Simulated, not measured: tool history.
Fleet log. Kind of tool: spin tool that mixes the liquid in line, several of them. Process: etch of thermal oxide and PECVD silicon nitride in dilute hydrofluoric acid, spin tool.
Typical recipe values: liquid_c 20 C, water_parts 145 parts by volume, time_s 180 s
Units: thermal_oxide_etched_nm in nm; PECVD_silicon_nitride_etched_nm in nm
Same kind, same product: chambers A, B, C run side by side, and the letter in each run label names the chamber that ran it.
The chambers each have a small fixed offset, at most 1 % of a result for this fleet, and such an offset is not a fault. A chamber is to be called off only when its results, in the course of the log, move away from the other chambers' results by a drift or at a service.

run	day	liquid_c	water_parts	time_s	read-back film thickness of the thermal oxide reference wafer, read on the same gauge (nm)	read-back film thickness of the PECVD silicon nitride reference wafer, read on the same gauge (nm)	thermal_oxide_etched_nm	PECVD_silicon_nitride_etched_nm
1A	0.579	20	145	180	140	80.003	4.821	3.3254
2C	1.204	20	145	180	140.02	80.002	4.8021	3.3702
3B	1.742	20	145	180	140.02	79.987	4.7938	3.2961
4A	2.125	20	145	180	140.02	80.013	4.7954	3.3126
5B	2.462	20	170	85	139.99	80.012	1.8805	1.3558
6C	2.979	20	170	85	140.02	79.993	1.8961	1.3579
7B	3.446	20	170	85	139.97	80.014	1.884	1.3398
8A	4.008	20	145	180	140.01	79.996	4.8439	3.3372
9C	4.471	20	145	180	140	79.992	4.7883	3.3501
# day 4.729: chamber C: hydrofluoric acid flow meter replaced
10A	4.767	20	145	180	140.02	80.002	4.8728	3.2852
11C	5.25	20	105	145	140.04	80.004	5.5655	3.6927
# day 5.296: chamber A: thermometer replaced
12B	5.692	20	105	145	140.01	80.004	5.5706	3.669
13A	6.112	20	105	145	140	80.003	5.5646	3.6346
14B	6.454	20	145	180	140.01	79.999	4.8304	3.355
15C	6.912	20	145	180	140	80.035	4.7205	3.3598
16B	7.283	20	100	220	140	80.025	9.1048	5.944
17C	7.667	20	100	220	140	80.005	8.9791	5.8261
18A	7.975	20	100	220	140.01	79.987	8.9733	5.7782
19C	8.538	17	145	285	140.03	80.013	6.7249	4.2995
20B	8.858	17	145	285	140.01	80.053	6.7527	4.3324
21A	9.462	17	145	285	140.03	79.985	6.7042	4.2244
22C	9.967	20	145	180	139.95	79.984	4.8081	3.3516
23B	10.458	20	145	180	140.01	80	4.768	3.4248
24A	10.846	20	145	180	140.01	80.009	4.8166	3.3267
25A	11.246	20	145	180	140.02	80.036	4.8099	3.2932
26C	11.542	20	145	180	139.99	79.992	4.7791	3.3078
27B	11.938	20	145	180	139.99	80.009	4.843	3.3247
28C	12.338	20	145	180	140.01	79.989	4.7292	3.3702
29A	12.938	20	145	180	139.98	79.976	4.7702	3.258
30B	13.45	20	145	180	139.96	80.036	4.8447	3.4235
31A	14.017	20	145	180	139.98	79.968	4.8612	3.3322
32C	14.321	20	145	180	140.02	79.973	4.7706	3.3031
33B	14.767	20	145	180	140.03	80.029	4.8293	3.398

One chamber off, gauge drift, or nothing amiss beyond the chambers' own small offsets? If it is a chamber, which one, and what is the likeliest cause?

The fleet is healthy, with each chamber sitting at its usual small offset and no drift in the gauge.
